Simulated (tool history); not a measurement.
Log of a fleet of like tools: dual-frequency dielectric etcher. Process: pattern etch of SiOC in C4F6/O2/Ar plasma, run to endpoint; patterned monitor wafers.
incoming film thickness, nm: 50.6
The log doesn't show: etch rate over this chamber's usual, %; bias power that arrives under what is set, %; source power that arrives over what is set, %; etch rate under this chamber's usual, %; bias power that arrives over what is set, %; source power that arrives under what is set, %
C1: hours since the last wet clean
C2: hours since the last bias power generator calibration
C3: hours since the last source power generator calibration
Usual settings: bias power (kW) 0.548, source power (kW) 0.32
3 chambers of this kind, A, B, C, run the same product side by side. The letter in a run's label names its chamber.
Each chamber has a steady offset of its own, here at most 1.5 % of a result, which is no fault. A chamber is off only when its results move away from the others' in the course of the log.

Run 1B, hour 5.9: usual settings; C1 312.2; C2 1369.1; C3 86.7. Result: endpoint time (s) 17.734.
Run 2A, hour 12.3: usual settings; C1 201.8; C2 3808.1; C3 1623.5. Result: endpoint time (s) 18.02.
Run 3C, hour 18.4: usual settings; C1 26.1; C2 780.5; C3 2835.7. Result: endpoint time (s) 17.996.
Run 4B, hour 25.4: usual settings; C1 331.7; C2 1388.6; C3 106.2. Result: endpoint time (s) 17.583.
Run 5A, hour 33.5: usual settings; C1 223; C2 3829.3; C3 1644.7. Result: endpoint time (s) 17.904.
Run 6C, hour 42: usual settings; C1 49.7; C2 804.1; C3 2859.3. Result: endpoint time (s) 18.221.
Run 7A, hour 46.2: usual settings; C1 235.7; C2 3842; C3 1657.4. Result: endpoint time (s) 17.913.
Run 8B, hour 51.5: usual settings but bias power (kW) 0.458, source power (kW) 0.25; C1 357.8; C2 1414.7; C3 132.3. Result: endpoint time (s) 20.719.
Run 9C, hour 60.1: usual settings but bias power (kW) 0.458, source power (kW) 0.25; C1 67.8; C2 822.2; C3 2877.4. Result: endpoint time (s) 21.241.
Run 10A, hour 68: usual settings but bias power (kW) 0.458, source power (kW) 0.25; C1 257.5; C2 3863.8; C3 1679.2. Result: endpoint time (s) 21.102.
Run 11C, hour 72.1: usual settings; C1 79.8; C2 834.2; C3 2889.4. Result: endpoint time (s) 18.08.
Run 12B, hour 80: usual settings but source power (kW) 0.29; C1 386.3; C2 1443.2; C3 160.8. Result: endpoint time (s) 18.409.
Run 13C, hour 86.4: usual settings but source power (kW) 0.29; C1 94.1; C2 848.5; C3 2903.7. Result: endpoint time (s) 18.717.
Run 14A, hour 94.6: usual settings but source power (kW) 0.29; C1 284.1; C2 3890.4; C3 1705.8. Result: endpoint time (s) 18.733.
Run 15B, hour 100.7: usual settings; C1 407; C2 1463.9; C3 181.5. Result: endpoint time (s) 17.843.
Run 16C, hour 106.2: usual settings; C1 113.9; C2 868.3; C3 2923.5. Result: endpoint time (s) 18.098.
Run 17A, hour 114.5: usual settings; C1 304; C2 3910.3; C3 1725.7. Result: endpoint time (s) 17.857.
Run 18B, hour 122.4: usual settings; C1 428.7; C2 1485.6; C3 203.2. Result: endpoint time (s) 18.07.
Run 19A, hour 129.8: usual settings; C1 319.3; C2 3925.6; C3 1741. Result: endpoint time (s) 18.136.
Run 20C, hour 137.8: usual settings; C1 145.5; C2 899.9; C3 2955.1. Result: endpoint time (s) 18.014.
Run 21B, hour 146.7: usual settings but bias power (kW) 0.678; C1 453; C2 1509.9; C3 227.5. Result: endpoint time (s) 16.662.
Run 22B, hour 153.5: usual settings but bias power (kW) 0.678; C1 459.8; C2 1516.7; C3 234.3. Result: endpoint time (s) 16.692.
Run 23C, hour 161.2: usual settings but bias power (kW) 0.678; C1 168.9; C2 923.3; C3 2978.5. Result: endpoint time (s) 16.555.
Run 24A, hour 165.6: usual settings; C1 355.1; C2 3961.4; C3 1776.8. Result: endpoint time (s) 17.946.
Run 25B, hour 172.7: usual settings; C1 479; C2 1535.9; C3 253.5. Result: endpoint time (s) 18.176.
Run 26C, hour 179.8: usual settings; C1 187.5; C2 941.9; C3 2997.1. Result: endpoint time (s) 18.029.
Run 27A, hour 184.8: usual settings but bias power (kW) 0.434, source power (kW) 0.38; C1 374.3; C2 3980.6; C3 1796. Result: endpoint time (s) 18.537.
Run 28B, hour 192: usual settings but bias power (kW) 0.434, source power (kW) 0.38; C1 498.3; C2 1555.2; C3 272.8. Result: endpoint time (s) 18.743.
Run 29A, hour 198.4: usual settings but bias power (kW) 0.434, source power (kW) 0.38; C1 387.9; C2 3994.2; C3 1809.6. Result: endpoint time (s) 18.452.
Run 30C, hour 206.8: usual settings; C1 214.5; C2 968.9; C3 3024.1. Result: endpoint time (s) 18.196.
Run 31A, hour 212.7: usual settings but source power (kW) 0.27; C1 402.2; C2 4008.5; C3 1823.9. Result: endpoint time (s) 19.044.
Run 32C, hour 220.1: usual settings but source power (kW) 0.27; C1 227.8; C2 982.2; C3 3037.4. Result: endpoint time (s) 19.222.
Run 33B, hour 224.9: usual settings but source power (kW) 0.27; C1 531.2; C2 1588.1; C3 305.7. Result: endpoint time (s) 19.469.
Run 34C, hour 233.4: usual settings; C1 241.1; C2 995.5; C3 3050.7. Result: endpoint time (s) 18.013.
Run 35A, hour 239.7: usual settings; C1 429.2; C2 4035.5; C3 1850.9. Result: endpoint time (s) 18.025.
Run 36B, hour 247.9: usual settings but source power (kW) 0.39; C1 554.2; C2 1611.1; C3 328.7. Result: endpoint time (s) 17.187.
Run 37B, hour 256.3: usual settings but source power (kW) 0.39; C1 562.6; C2 1619.5; C3 337.1. Result: endpoint time (s) 17.191.
Run 38C, hour 262.9: usual settings but source power (kW) 0.39; C1 270.6; C2 1025; C3 3080.2. Result: endpoint time (s) 16.795.
Run 39A, hour 271.5: usual settings but bias power (kW) 0.484, source power (kW) 0.38; C1 461; C2 4067.3; C3 1882.7. Result: endpoint time (s) 17.814.
Run 40B, hour 279.6: usual settings but bias power (kW) 0.484, source power (kW) 0.38; C1 585.9; C2 1642.8; C3 360.4. Result: endpoint time (s) 18.193.
Run 41A, hour 289.1: usual settings but bias power (kW) 0.484, source power (kW) 0.38; C1 478.6; C2 4084.9; C3 1900.3. Result: endpoint time (s) 17.799.
Run 42C, hour 297: usual settings; C1 304.7; C2 1059.1; C3 3114.3. Result: endpoint time (s) 18.025.
Run 43B, hour 301.4: usual settings; C1 607.7; C2 1664.6; C3 382.2. Result: endpoint time (s) 18.736.

What goes on in this fleet: one chamber off, a drifting gauge, or nothing beyond the chambers' own small offsets? Name the chamber and the cause, if any.

Chamber B drifts away from the others.
Cause: etch rate under this chamber's usual, % = 5.4.

Here are 4 candidates for chamber B's next run, each the usual settings with a change, their results left as question marks. Which one brings its results back in line with what the others give on the usual settings?
In line means no further than this from the other chambers' mean on the usual settings: endpoint time (s) 0.27
Run 44B-1, hour 308.2: usual settings but bias power (kW) 0.601. Result: endpoint time (s) ?.
Run 44B-2, hour 308.2: usual settings but source power (kW) 0.27. Result: endpoint time (s) ?.
Run 44B-3, hour 308.2: usual settings but bias power (kW) 0.495. Result: endpoint time (s) ?.
Run 44B-4, hour 308.2: usual settings but bias power (kW) 0.595, source power (kW) 0.35. Result: endpoint time (s) ?.

The other chambers' mean on the usual settings: endpoint time (s) 18.031
  run  endpoint time (s)
44B-1             18.032
44B-2              19.91
44B-3             19.438
44B-4             17.512
44B-1 brings the chamber back in line.
